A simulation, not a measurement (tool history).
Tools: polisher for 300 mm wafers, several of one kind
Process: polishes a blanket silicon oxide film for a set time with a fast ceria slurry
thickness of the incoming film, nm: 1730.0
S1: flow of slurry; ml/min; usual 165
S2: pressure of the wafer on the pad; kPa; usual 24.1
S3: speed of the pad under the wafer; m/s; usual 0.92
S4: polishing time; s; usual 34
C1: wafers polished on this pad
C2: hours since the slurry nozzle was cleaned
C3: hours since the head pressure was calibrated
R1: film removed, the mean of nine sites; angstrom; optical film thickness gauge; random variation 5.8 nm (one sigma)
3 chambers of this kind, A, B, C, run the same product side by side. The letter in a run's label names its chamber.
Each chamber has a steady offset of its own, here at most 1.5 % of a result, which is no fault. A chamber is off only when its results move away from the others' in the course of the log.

{"run": "1B", "hour": 11.5, "S1": 165, "S2": 24.1, "S3": 0.92, "S4": 34, "C1": 1039, "C2": 285.4, "C3": 713.4, "R1": 5633.2}
{"hour": 17.7, "done": "chamber A: worn pad replaced by a new one"}
{"hour": 18.8, "done": "chamber C: worn pad replaced by a new one"}
{"hour": 24.0, "done": "chamber B: worn pad replaced by a new one"}
{"run": "2A", "hour": 24.0, "S1": 165, "S2": 24.1, "S3": 0.92, "S4": 34, "C1": 85, "C2": 320.4, "C3": 716.4, "R1": 5634.2}
{"run": "3C", "hour": 34.7, "S1": 165, "S2": 24.1, "S3": 0.92, "S4": 34, "C1": 215, "C2": 268.2, "C3": 615.3, "R1": 5573.4}
{"run": "4A", "hour": 41.1, "S1": 165, "S2": 24.1, "S3": 0.92, "S4": 34, "C1": 317, "C2": 337.5, "C3": 733.5, "R1": 5715.3}
{"run": "5C", "hour": 48.9, "S1": 165, "S2": 24.1, "S3": 0.92, "S4": 34, "C1": 407, "C2": 282.4, "C3": 629.5, "R1": 5565.8}
{"run": "6B", "hour": 60.2, "S1": 165, "S2": 24.1, "S3": 0.92, "S4": 34, "C1": 490, "C2": 334.1, "C3": 762.1, "R1": 5611.7}
{"run": "7B", "hour": 72.7, "S1": 165, "S2": 24.1, "S3": 0.92, "S4": 34, "C1": 659, "C2": 346.6, "C3": 774.6, "R1": 5745.7}
{"hour": 75.2, "done": "chamber C: worn pad replaced by a new one"}
{"run": "8A", "hour": 82.8, "S1": 165, "S2": 24.1, "S3": 0.92, "S4": 34, "C1": 881, "C2": 379.2, "C3": 775.2, "R1": 5653.6}
{"run": "9C", "hour": 93.5, "S1": 165, "S2": 24.1, "S3": 0.92, "S4": 34, "C1": 248, "C2": 327, "C3": 674.1, "R1": 5551.8}
{"run": "10A", "hour": 103.7, "S1": 165, "S2": 24.1, "S3": 0.74, "S4": 34, "C1": 1164, "C2": 400.1, "C3": 796.1, "R1": 4528.3}
{"hour": 105.3, "done": "chamber A: worn pad replaced by a new one"}
{"hour": 108.0, "done": "chamber A: head pressure recalibrated"}
{"run": "11B", "hour": 114.3, "S1": 165, "S2": 24.1, "S3": 0.74, "S4": 34, "C1": 1222, "C2": 388.2, "C3": 816.2, "R1": 4565.6}
{"hour": 118.4, "done": "chamber B: worn pad replaced by a new one"}
{"run": "12C", "hour": 126.6, "S1": 165, "S2": 24.1, "S3": 0.74, "S4": 34, "C1": 696, "C2": 360.1, "C3": 707.2, "R1": 4507}
{"hour": 128.1, "done": "chamber C: worn pad replaced by a new one"}
{"run": "13A", "hour": 137.4, "S1": 165, "S2": 24.1, "S3": 0.92, "S4": 34, "C1": 434, "C2": 433.8, "C3": 29.4, "R1": 5679.2}
{"run": "14C", "hour": 143.8, "S1": 165, "S2": 24.1, "S3": 0.92, "S4": 34, "C1": 213, "C2": 377.3, "C3": 724.4, "R1": 5523.9}
{"run": "15B", "hour": 150.7, "S1": 165, "S2": 24.1, "S3": 0.92, "S4": 34, "C1": 437, "C2": 424.6, "C3": 852.6, "R1": 5660.7}
{"run": "16A", "hour": 158.3, "S1": 165, "S2": 24.1, "S3": 0.92, "S4": 34, "C1": 717, "C2": 454.7, "C3": 50.3, "R1": 5700.7}
{"run": "17B", "hour": 170.7, "S1": 165, "S2": 24.1, "S3": 0.92, "S4": 34, "C1": 707, "C2": 444.6, "C3": 872.6, "R1": 5611.7}
{"hour": 173.5, "done": "chamber C: worn pad replaced by a new one"}
{"run": "18C", "hour": 178.6, "S1": 165, "S2": 24.1, "S3": 0.92, "S4": 34, "C1": 70, "C2": 412.1, "C3": 759.2, "R1": 5581.2}
{"run": "19C", "hour": 188.3, "S1": 165, "S2": 24.1, "S3": 0.92, "S4": 34, "C1": 201, "C2": 421.8, "C3": 768.9, "R1": 5505.8}
{"hour": 192.4, "done": "chamber A: worn pad replaced by a new one"}
{"run": "20B", "hour": 197.2, "S1": 140, "S2": 24.1, "S3": 0.92, "S4": 34, "C1": 1066, "C2": 471.1, "C3": 899.1, "R1": 5556.4}
{"run": "21A", "hour": 203.5, "S1": 140, "S2": 24.1, "S3": 0.92, "S4": 34, "C1": 150, "C2": 499.9, "C3": 95.5, "R1": 5469.8}
{"run": "22B", "hour": 216.5, "S1": 140, "S2": 24.1, "S3": 0.92, "S4": 34, "C1": 1327, "C2": 490.4, "C3": 918.4, "R1": 5530.3}

All 3 chambers run these settings next. Forecast each chamber's results:
{"run": "23A", "hour": 226.2, "S1": 190, "S2": 24.1, "S3": 0.92, "S4": 34, "R1": "?"}
{"run": "23B", "hour": 226.2, "S1": 190, "S2": 24.1, "S3": 0.92, "S4": 34, "R1": "?"}
{"run": "23C", "hour": 226.2, "S1": 190, "S2": 24.1, "S3": 0.92, "S4": 34, "R1": "?"}

run=23A R1=5725.5
run=23B R1=5663.1
run=23C R1=5694.3
